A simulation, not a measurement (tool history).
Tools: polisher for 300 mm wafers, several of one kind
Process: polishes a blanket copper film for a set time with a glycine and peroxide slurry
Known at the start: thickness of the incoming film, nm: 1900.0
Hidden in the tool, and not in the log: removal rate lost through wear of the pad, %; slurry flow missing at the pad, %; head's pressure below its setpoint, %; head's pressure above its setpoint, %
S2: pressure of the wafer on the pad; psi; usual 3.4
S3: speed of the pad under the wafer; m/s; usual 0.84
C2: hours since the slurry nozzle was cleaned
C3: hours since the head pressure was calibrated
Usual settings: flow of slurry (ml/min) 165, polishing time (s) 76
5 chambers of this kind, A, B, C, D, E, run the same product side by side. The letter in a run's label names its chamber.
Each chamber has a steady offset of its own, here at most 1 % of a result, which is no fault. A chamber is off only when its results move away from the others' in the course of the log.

Run 1A, day 0.35: usual settings; wafers polished on this pad 806; C2 120.1; C3 306.4. Result: film removed (angstrom) 3632.8.
Run 2C, day 0.867: usual settings; wafers polished on this pad 897; C2 437.9; C3 34.8. Result: film removed (angstrom) 3645.8.
At day 1.058: chamber A: worn pad replaced by a new one.
Run 3B, day 1.467: usual settings; wafers polished on this pad 657; C2 335.3; C3 400.3. Result: film removed (angstrom) 3600.6.
Run 4D, day 1.846: usual settings; wafers polished on this pad 477; C2 249; C3 1202.3. Result: film removed (angstrom) 3652.8.
At day 2.279: chamber A: head pressure recalibrated.
Run 5E, day 2.346: usual settings; wafers polished on this pad 633; C2 314.8; C3 401.3. Result: film removed (angstrom) 3647.1.
At day 2.575: chamber B: worn pad replaced by a new one.
Run 6C, day 2.812: usual settings; wafers polished on this pad 1303; C2 484.6; C3 81.5. Result: film removed (angstrom) 3624.3.
At day 2.967: chamber C: worn pad replaced by a new one.
At day 3.142: chamber B: head pressure recalibrated.
Run 7B, day 3.288: usual settings; wafers polished on this pad 149; C2 379; C3 3.6. Result: film removed (angstrom) 3618.
At day 3.379: chamber D: worn pad replaced by a new one.
Run 8A, day 3.675: usual settings; wafers polished on this pad 547; C2 199.9; C3 33.5. Result: film removed (angstrom) 3653.3.
Run 9E, day 4.279: usual settings; wafers polished on this pad 1037; C2 361.2; C3 447.7. Result: film removed (angstrom) 3617.6.
At day 4.492: chamber E: worn pad replaced by a new one.
Run 10D, day 4.571: usual settings but S3 0.6 m/s, polishing time (s) 86; wafers polished on this pad 248; C2 314.4; C3 1267.7. Result: film removed (angstrom) 3143.4.
Run 11D, day 5.054: usual settings but S3 0.6 m/s, polishing time (s) 86; wafers polished on this pad 349; C2 326; C3 1279.3. Result: film removed (angstrom) 3128.9.
Run 12B, day 5.633: usual settings but S3 0.6 m/s, polishing time (s) 86; wafers polished on this pad 639; C2 435.3; C3 59.9. Result: film removed (angstrom) 3116.5.
At day 5.642: chamber A: worn pad replaced by a new one.
At day 5.938: chamber A: slurry nozzle cleaned.
Run 13E, day 6.004: usual settings but S3 0.6 m/s, polishing time (s) 86; wafers polished on this pad 316; C2 402.6; C3 489.1. Result: film removed (angstrom) 3102.7.
At day 6.458: chamber D: slurry nozzle cleaned.
At day 6.496: chamber B: worn pad replaced by a new one.
Run 14A, day 6.538: usual settings but S3 0.6 m/s, polishing time (s) 86; wafers polished on this pad 187; C2 14.4; C3 102.2. Result: film removed (angstrom) 3157.5.
Run 15C, day 7.088: usual settings; wafers polished on this pad 860; C2 587.2; C3 184.1. Result: film removed (angstrom) 3584.5.
At day 7.096: chamber D: head pressure recalibrated.
At day 7.208: chamber C: slurry nozzle cleaned.
Run 16E, day 7.371: usual settings; wafers polished on this pad 601; C2 435.4; C3 521.9. Result: film removed (angstrom) 3610.9.
Run 17A, day 7.904: usual settings; wafers polished on this pad 472; C2 47.2; C3 135. Result: film removed (angstrom) 3671.8.
At day 8.333: chamber E: slurry nozzle cleaned.
At day 8.342: chamber D: worn pad replaced by a new one.
Run 18B, day 8.392: usual settings; wafers polished on this pad 396; C2 501.5; C3 126.1. Result: film removed (angstrom) 3606.
At day 8.679: chamber E: worn pad replaced by a new one.
Run 19C, day 8.854: usual settings; wafers polished on this pad 1229; C2 39.6; C3 226.5. Result: film removed (angstrom) 3596.1.
Run 20D, day 9.354: usual settings; wafers polished on this pad 212; C2 69.6; C3 54.3. Result: film removed (angstrom) 3632.9.
At day 9.362: chamber C: worn pad replaced by a new one.
Run 21E, day 9.821: usual settings but S2 2.8 psi; wafers polished on this pad 238; C2 35.7; C3 580.7. Result: film removed (angstrom) 3098.8.
At day 10.162: chamber B: worn pad replaced by a new one.
Run 22D, day 10.162: usual settings but S2 2.8 psi; wafers polished on this pad 380; C2 89; C3 73.7. Result: film removed (angstrom) 3107.7.
At day 10.458: chamber A: worn pad replaced by a new one.
Run 23A, day 10.721: usual settings but S2 2.8 psi; wafers polished on this pad 54; C2 114.8; C3 202.6. Result: film removed (angstrom) 3116.1.
Run 24B, day 11.062: usual settings but S2 2.8 psi; wafers polished on this pad 188; C2 565.6; C3 190.2. Result: film removed (angstrom) 3069.6.
Run 25C, day 11.458: usual settings but S2 2.8 psi; wafers polished on this pad 438; C2 102.1; C3 289. Result: film removed (angstrom) 3090.9.
Run 26E, day 11.804: usual settings; wafers polished on this pad 652; C2 83.3; C3 628.3. Result: film removed (angstrom) 3583.8.
Run 27D, day 12.088: usual settings; wafers polished on this pad 782; C2 135.2; C3 119.9. Result: film removed (angstrom) 3591.3.
Run 28C, day 12.679: usual settings; wafers polished on this pad 693; C2 131.4; C3 318.3. Result: film removed (angstrom) 3667.2.
At day 13.125: chamber D: worn pad replaced by a new one.
Run 29B, day 13.183: usual settings; wafers polished on this pad 630; C2 616.5; C3 241.1. Result: film removed (angstrom) 3591.9.
At day 13.633: chamber E: worn pad replaced by a new one.
Run 30A, day 13.725: usual settings; wafers polished on this pad 682; C2 186.9; C3 274.7. Result: film removed (angstrom) 3610.4.
At day 13.771: chamber B: worn pad replaced by a new one.
Run 31C, day 14: usual settings; wafers polished on this pad 969; C2 163.1; C3 350. Result: film removed (angstrom) 3634.2.
Run 32D, day 14.429: usual settings; wafers polished on this pad 272; C2 191.4; C3 176.1. Result: film removed (angstrom) 3619.4.
Run 33E, day 15.021: usual settings; wafers polished on this pad 290; C2 160.5; C3 705.5. Result: film removed (angstrom) 3609.7.
At day 15.171: chamber C: worn pad replaced by a new one.
Run 34A, day 15.446: usual settings; wafers polished on this pad 1041; C2 228.2; C3 316. Result: film removed (angstrom) 3641.1.
At day 15.871: chamber A: head pressure recalibrated.
At day 15.896: chamber A: worn pad replaced by a new one.
Run 35B, day 15.979: usual settings; wafers polished on this pad 461; C2 683.6; C3 308.2. Result: film removed (angstrom) 3646.9.
Run 36B, day 16.379: usual settings; wafers polished on this pad 545; C2 693.2; C3 317.8. Result: film removed (angstrom) 3573.8.
Run 37D, day 16.792: usual settings; wafers polished on this pad 765; C2 248.1; C3 232.8. Result: film removed (angstrom) 3627.
Run 38C, day 17.138: usual settings; wafers polished on this pad 410; C2 238.4; C3 425.3. Result: film removed (angstrom) 3586.3.
Run 39E, day 17.496: usual settings; wafers polished on this pad 806; C2 219.9; C3 764.9. Result: film removed (angstrom) 3630.8.
At day 17.529: chamber B: worn pad replaced by a new one.
Run 40A, day 17.829: usual settings; wafers polished on this pad 404; C2 285.4; C3 47. Result: film removed (angstrom) 3598.4.
Run 41B, day 18.3: usual settings; wafers polished on this pad 161; C2 739.3; C3 363.9. Result: film removed (angstrom) 3628.4.
Run 42C, day 18.638: usual settings; wafers polished on this pad 724; C2 274.4; C3 461.3. Result: film removed (angstrom) 3641.8.

All 5 chambers run these settings next. Forecast each chamber's results:
Run 43A, day 19.075: usual settings. Result: film removed (angstrom) ?.
Run 43B, day 19.075: usual settings. Result: film removed (angstrom) ?.
Run 43C, day 19.075: usual settings. Result: film removed (angstrom) ?.
Run 43D, day 19.075: usual settings. Result: film removed (angstrom) ?.
Run 43E, day 19.075: usual settings. Result: film removed (angstrom) ?.

run  film removed (angstrom)
43A                   3621.3
43B                   3542.6
43C                   3629.6
43D                   3572.1
43E                   3643.6

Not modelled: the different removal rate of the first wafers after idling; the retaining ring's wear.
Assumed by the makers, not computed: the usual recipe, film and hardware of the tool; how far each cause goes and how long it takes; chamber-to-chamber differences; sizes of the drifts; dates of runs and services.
